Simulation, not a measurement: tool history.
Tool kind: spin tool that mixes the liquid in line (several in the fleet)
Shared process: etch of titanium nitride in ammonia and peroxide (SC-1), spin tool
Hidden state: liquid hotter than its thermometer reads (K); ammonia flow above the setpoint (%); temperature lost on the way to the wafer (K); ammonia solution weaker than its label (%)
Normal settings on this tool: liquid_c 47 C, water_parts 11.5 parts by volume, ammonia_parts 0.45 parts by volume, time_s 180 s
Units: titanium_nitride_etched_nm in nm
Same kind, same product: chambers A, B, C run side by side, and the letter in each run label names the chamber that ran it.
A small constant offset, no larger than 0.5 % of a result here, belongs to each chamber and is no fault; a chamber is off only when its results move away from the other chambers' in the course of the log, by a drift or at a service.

run	day	liquid_c	water_parts	ammonia_parts	time_s	hours since the thermometer was replaced	hours since the ammonia flow meter was replaced	hours since the heated supply line was repaired	hours since the drum of ammonia solution was connected	read-back film thickness of the titanium nitride reference wafer, read on the same gauge (nm)	titanium_nitride_etched_nm
1A	0.479	47	11.5	0.45	180	583	816.8	612	630.6	50.04	4.5234
2B	0.875	47	11.5	0.45	180	909.6	1420.3	1073.3	61.2	49.983	4.5592
# day 1.412: chamber A: ammonia flow meter replaced
3C	1.425	47	11.5	0.45	180	465.1	534.2	2149.3	405.2	49.982	4.4927
4C	1.838	47	11.5	0.45	180	475	544.1	2159.2	415.1	50.023	4.4519
5A	2.379	47	11.5	0.45	180	628.6	23.2	657.6	676.2	50.001	4.4972
# day 2.875: chamber A: new drum of ammonia solution connected
6B	2.954	47	11.5	0.45	180	959.5	1470.2	1123.2	111.1	49.973	4.494
7B	3.442	47	11.5	0.45	180	971.2	1481.9	1134.9	122.8	49.972	4.473
8C	3.708	40	11.5	0.3	180	519.9	589	2204.1	460	49.983	2.5082
9A	4.008	40	11.5	0.3	180	667.7	62.3	696.7	27.2	49.972	2.5218
10B	4.575	40	11.5	0.3	180	998.4	1509.1	1162.1	150	50.006	2.5279
11A	4.888	47	11.5	0.4	180	688.8	83.4	717.8	48.3	49.983	4.4638
12C	5.433	47	11.5	0.4	180	561.3	630.4	2245.5	501.4	49.976	4.3965
13A	5.942	47	11.5	0.4	180	714.1	108.7	743.1	73.6	50.005	4.4571
14C	6.2	47	11.5	0.45	180	579.7	648.8	2263.9	519.8	49.999	4.4449
15B	6.579	47	11.5	0.45	180	1046.5	1557.2	1210.2	198.1	50	4.5374
16C	6.95	47	11.5	0.45	180	597.7	666.8	2281.9	537.8	50.012	4.4481
17A	7.296	47	11.5	0.45	180	746.6	141.2	775.6	106.1	49.988	4.6127
18B	7.625	47	11.5	0.45	180	1071.6	1582.3	1235.3	223.2	49.975	4.4933
19A	8.038	47	11.5	0.45	180	764.4	159	793.4	123.9	50.034	4.6356
20C	8.362	47	11.5	0.45	180	631.6	700.7	2315.8	571.7	49.987	4.432
21B	8.933	47	11.5	0.5	180	1103	1613.7	1266.7	254.6	50.022	4.612
# day 9.254: chamber B: ammonia flow meter replaced
22A	9.425	47	11.5	0.5	180	797.7	192.3	826.7	157.2	50.017	4.8098
23B	9.733	47	11.5	0.5	180	1122.2	11.5	1285.9	273.8	49.994	4.63
24C	10.208	47	11.5	0.45	180	675.9	745	2360.1	616	50.02	4.451
25B	10.617	47	11.5	0.45	180	1143.4	32.7	1307.1	295	49.998	4.5334
26C	11.075	47	11.5	0.45	180	696.7	765.8	2380.9	636.8	50.002	4.4257
27A	11.492	47	11.5	0.45	180	847.3	241.9	876.3	206.8	50.004	4.7052
28A	11.8	47	11.5	0.45	180	854.7	249.3	883.7	214.2	49.987	4.7248

For the next run the whole fleet of 3 chambers uses the same settings. Give each chamber's results:
29A	12.225	47	15.5	0.45	180						?
29B	12.225	47	15.5	0.45	180						?
29C	12.225	47	15.5	0.45	180						?

run	titanium_nitride_etched_nm
29A	4.0339
29B	3.8489
29C	3.8106
